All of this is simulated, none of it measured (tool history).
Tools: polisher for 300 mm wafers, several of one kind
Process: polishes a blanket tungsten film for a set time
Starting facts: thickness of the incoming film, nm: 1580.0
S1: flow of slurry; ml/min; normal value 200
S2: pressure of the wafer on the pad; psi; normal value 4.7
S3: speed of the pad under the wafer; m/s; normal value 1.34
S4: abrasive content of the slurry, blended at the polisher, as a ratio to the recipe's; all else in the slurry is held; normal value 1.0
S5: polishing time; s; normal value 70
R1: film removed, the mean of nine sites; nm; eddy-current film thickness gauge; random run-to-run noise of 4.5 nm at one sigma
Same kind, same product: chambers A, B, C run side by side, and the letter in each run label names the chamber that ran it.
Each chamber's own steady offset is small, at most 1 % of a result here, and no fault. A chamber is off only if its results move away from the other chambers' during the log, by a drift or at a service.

run   hour   S1   S2    S3   S4  S5      R1
       2.9  -- chamber A: slurry nozzle cleaned
 1C    6.3  200  4.7  1.34  1.0  70  594.78
       8.0  -- chamber C: slurry tank refilled with fresh slurry and peroxide
 2A   10.2  200  4.7  1.34  1.0  70  579.61
 3B   17.0  200  4.7  1.34  1.0  70  583.16
 4C   24.6  200  4.7  1.34  1.0  70  583.14
 5A   32.2  200  4.7  1.34  1.0  70  592.27
 6B   35.9  200  4.7  1.34  1.0  70  583.16
      40.1  -- chamber C: head pressure recalibrated
 7A   43.0  200  4.7  1.34  1.0  70  587.54
      45.2  -- chamber C: worn pad replaced by a new one
 8B   47.0  220  4.7  1.04  1.0  70  458.52
 9C   51.1  220  4.7  1.04  1.0  70  457.92
      51.2  -- chamber C: slurry tank refilled with fresh slurry and peroxide
      55.8  -- chamber C: slurry blender recalibrated
10B   57.5  220  4.7  1.04  1.0  70  459.85
11C   63.2  200  4.7  1.34  1.0  70  592.59
      67.2  -- chamber A: worn pad replaced by a new one
12A   69.0  200  4.7  1.34  1.0  70  585.53
13A   75.0  200  4.7  1.34  1.0  70  586.90
14C   80.0  200  4.7  1.34  1.0  70  595.16
      82.3  -- chamber A: slurry tank refilled with fresh slurry and peroxide
15B   83.6  200  4.7  1.34  1.0  70  587.79
16C   88.3  200  4.7  1.34  1.0  70  584.88
17A   93.7  200  4.7  1.34  1.0  70  576.95
18B  101.1  200  4.7  1.34  1.0  70  579.94
     106.9  -- chamber C: slurry tank refilled with fresh slurry and peroxide
19C  107.5  200  4.7  1.34  1.0  70  577.39
20A  111.9  200  4.7  1.34  1.0  70  568.41
21B  118.4  200  4.7  1.34  1.0  70  582.65
     121.4  -- chamber B: head pressure recalibrated
     122.1  -- chamber B: slurry tank refilled with fresh slurry and peroxide
22C  122.9  200  4.7  1.34  1.0  70  586.73
23A  129.1  200  4.7  1.34  1.0  70  560.37
     129.6  -- chamber B: worn pad replaced by a new one
24B  134.2  200  4.7  1.34  1.3  48  422.51
25B  141.6  200  4.7  1.34  1.3  48  423.02
26C  147.6  200  4.7  1.34  1.3  48  425.65
27A  153.7  200  4.7  1.34  1.0  70  555.50
28A  159.4  200  4.7  1.34  1.0  70  548.69
29B  165.2  200  4.7  1.34  1.0  70  583.28

For the next run the whole fleet of 3 chambers uses the same settings. Give each chamber's results:
30A  170.6  225  4.7  1.34  1.0  70   ?
30B  170.6  225  4.7  1.34  1.0  70   ?
30C  170.6  225  4.7  1.34  1.0  70   ?

run      R1
30A  559.95
30B  595.61
30C  592.31
